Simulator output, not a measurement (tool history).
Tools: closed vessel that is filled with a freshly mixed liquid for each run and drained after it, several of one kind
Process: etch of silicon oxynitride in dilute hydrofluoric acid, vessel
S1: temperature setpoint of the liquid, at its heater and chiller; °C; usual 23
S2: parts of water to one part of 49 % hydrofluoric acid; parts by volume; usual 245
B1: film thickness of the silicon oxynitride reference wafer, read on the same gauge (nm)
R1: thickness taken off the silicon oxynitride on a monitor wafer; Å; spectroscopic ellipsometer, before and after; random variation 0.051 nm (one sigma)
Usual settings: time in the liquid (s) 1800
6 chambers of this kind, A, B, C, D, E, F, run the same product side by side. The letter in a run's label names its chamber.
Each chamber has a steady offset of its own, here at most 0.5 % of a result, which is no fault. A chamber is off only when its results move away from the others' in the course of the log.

{"run": "1E", "hour": 3.7, "S1": 23, "S2": 245, "time in the liquid (s)": 1800, "B1": 120.02, "R1": 90.193}
{"run": "2A", "hour": 7.0, "S1": 23, "S2": 245, "time in the liquid (s)": 1800, "B1": 119.98, "R1": 89.344}
{"run": "3C", "hour": 10.5, "S1": 23, "S2": 245, "time in the liquid (s)": 1800, "B1": 119.99, "R1": 90.304}
{"hour": 11.9, "done": "chamber C: hydrofluoric acid flow meter replaced"}
{"run": "4D", "hour": 15.7, "S1": 23, "S2": 245, "time in the liquid (s)": 1800, "B1": 120.04, "R1": 90.421}
{"hour": 17.2, "done": "chamber D: hydrofluoric acid flow meter replaced"}
{"run": "5B", "hour": 20.5, "S1": 23, "S2": 245, "time in the liquid (s)": 1800, "B1": 119.99, "R1": 90.645}
{"run": "6F", "hour": 25.2, "S1": 23, "S2": 245, "time in the liquid (s)": 1800, "B1": 120, "R1": 90.535}
{"run": "7D", "hour": 29.4, "S1": 23, "S2": 245, "time in the liquid (s)": 1800, "B1": 119.98, "R1": 90.331}
{"run": "8C", "hour": 33.8, "S1": 23, "S2": 245, "time in the liquid (s)": 1800, "B1": 120.04, "R1": 89.661}
{"run": "9A", "hour": 39.3, "S1": 23, "S2": 245, "time in the liquid (s)": 1800, "B1": 120.01, "R1": 89.601}
{"run": "10E", "hour": 44.8, "S1": 23, "S2": 245, "time in the liquid (s)": 1800, "B1": 120, "R1": 90.521}
{"run": "11F", "hour": 51.2, "S1": 23, "S2": 245, "time in the liquid (s)": 1800, "B1": 119.98, "R1": 90.483}
{"run": "12B", "hour": 55.6, "S1": 23, "S2": 245, "time in the liquid (s)": 1800, "B1": 120.02, "R1": 90.487}
{"run": "13E", "hour": 60.9, "S1": 23, "S2": 245, "time in the liquid (s)": 1800, "B1": 120.01, "R1": 90.708}
{"run": "14F", "hour": 64.6, "S1": 23, "S2": 245, "time in the liquid (s)": 1800, "B1": 119.97, "R1": 90.07}
{"run": "15D", "hour": 70.2, "S1": 23, "S2": 245, "time in the liquid (s)": 1800, "B1": 120.03, "R1": 89.763}
{"run": "16B", "hour": 76.7, "S1": 23, "S2": 245, "time in the liquid (s)": 1800, "B1": 119.99, "R1": 90.286}
{"run": "17C", "hour": 81.6, "S1": 23, "S2": 245, "time in the liquid (s)": 1800, "B1": 120, "R1": 90.027}
{"run": "18A", "hour": 86.6, "S1": 20, "S2": 245, "time in the liquid (s)": 890, "B1": 120, "R1": 38.468}
{"run": "19C", "hour": 91.3, "S1": 20, "S2": 245, "time in the liquid (s)": 890, "B1": 120, "R1": 38.713}
{"run": "20E", "hour": 97.0, "S1": 20, "S2": 245, "time in the liquid (s)": 890, "B1": 120.01, "R1": 39.287}
{"run": "21D", "hour": 100.1, "S1": 20, "S2": 245, "time in the liquid (s)": 890, "B1": 120.02, "R1": 38.697}
{"run": "22A", "hour": 105.4, "S1": 20, "S2": 245, "time in the liquid (s)": 890, "B1": 119.96, "R1": 38.426}
{"run": "23F", "hour": 109.9, "S1": 20, "S2": 245, "time in the liquid (s)": 890, "B1": 119.99, "R1": 38.688}
{"run": "24B", "hour": 113.7, "S1": 23, "S2": 245, "time in the liquid (s)": 1800, "B1": 120.01, "R1": 88.32}
{"run": "25C", "hour": 118.6, "S1": 23, "S2": 245, "time in the liquid (s)": 1800, "B1": 120.02, "R1": 90.09}
{"run": "26B", "hour": 123.4, "S1": 23, "S2": 245, "time in the liquid (s)": 1800, "B1": 120.01, "R1": 87.632}
{"run": "27E", "hour": 126.8, "S1": 23, "S2": 245, "time in the liquid (s)": 1800, "B1": 120.01, "R1": 90.732}
{"run": "28A", "hour": 133.2, "S1": 23, "S2": 245, "time in the liquid (s)": 1800, "B1": 119.98, "R1": 90.181}
{"run": "29D", "hour": 139.1, "S1": 23, "S2": 245, "time in the liquid (s)": 1800, "B1": 120.01, "R1": 90.72}
{"run": "30F", "hour": 143.6, "S1": 23, "S2": 245, "time in the liquid (s)": 970, "B1": 120, "R1": 48.599}
{"run": "31D", "hour": 149.5, "S1": 23, "S2": 245, "time in the liquid (s)": 970, "B1": 120.02, "R1": 49.058}
{"run": "32C", "hour": 155.2, "S1": 23, "S2": 245, "time in the liquid (s)": 970, "B1": 120.01, "R1": 47.971}
{"run": "33B", "hour": 160.9, "S1": 23, "S2": 245, "time in the liquid (s)": 970, "B1": 119.98, "R1": 45.568}
{"hour": 163.2, "done": "chamber A: hydrofluoric acid flow meter replaced"}
{"run": "34E", "hour": 166.8, "S1": 23, "S2": 245, "time in the liquid (s)": 970, "B1": 119.98, "R1": 48.901}
{"run": "35F", "hour": 171.0, "S1": 23, "S2": 245, "time in the liquid (s)": 970, "B1": 120.02, "R1": 48.576}
{"run": "36A", "hour": 177.3, "S1": 23, "S2": 245, "time in the liquid (s)": 1800, "B1": 120.01, "R1": 90.916}
{"run": "37A", "hour": 183.5, "S1": 23, "S2": 245, "time in the liquid (s)": 1800, "B1": 120.01, "R1": 90.171}
{"run": "38B", "hour": 187.0, "S1": 23, "S2": 245, "time in the liquid (s)": 1800, "B1": 119.99, "R1": 83.815}

What goes on in this fleet: one chamber off, a drifting gauge, or nothing beyond the chambers' own small offsets? Name the chamber and the cause, if any.

Chamber B drifts away from the others.
Cause: liquid colder than its thermometer reads (K) = 1.83.
The log may not tell that from: hydrofluoric acid flow below the setpoint (%).

Here are 4 candidates for chamber B's next run, each the usual settings with a change, their results left as question marks. Which one brings its results back in line with what the others give on the usual settings?
In line means no further than this from the other chambers' mean on the usual settings: R1 1.8 Å
{"run": "39B-1", "hour": 191.9, "S1": 23, "S2": 240, "time in the liquid (s)": 1800, "R1": "?"}
{"run": "39B-2", "hour": 191.9, "S1": 23, "S2": 230, "time in the liquid (s)": 1800, "R1": "?"}
{"run": "39B-3", "hour": 191.9, "S1": 23, "S2": 245, "time in the liquid (s)": 1665, "R1": "?"}
{"run": "39B-4", "hour": 191.9, "S1": 23, "S2": 245, "time in the liquid (s)": 1750, "R1": "?"}

The other chambers' mean on the usual settings: R1 90.289 Å
run=39B-1 R1=85.693
run=39B-2 R1=89.942
run=39B-3 R1=77.421
run=39B-4 R1=81.373
39B-2 brings the chamber back in line.
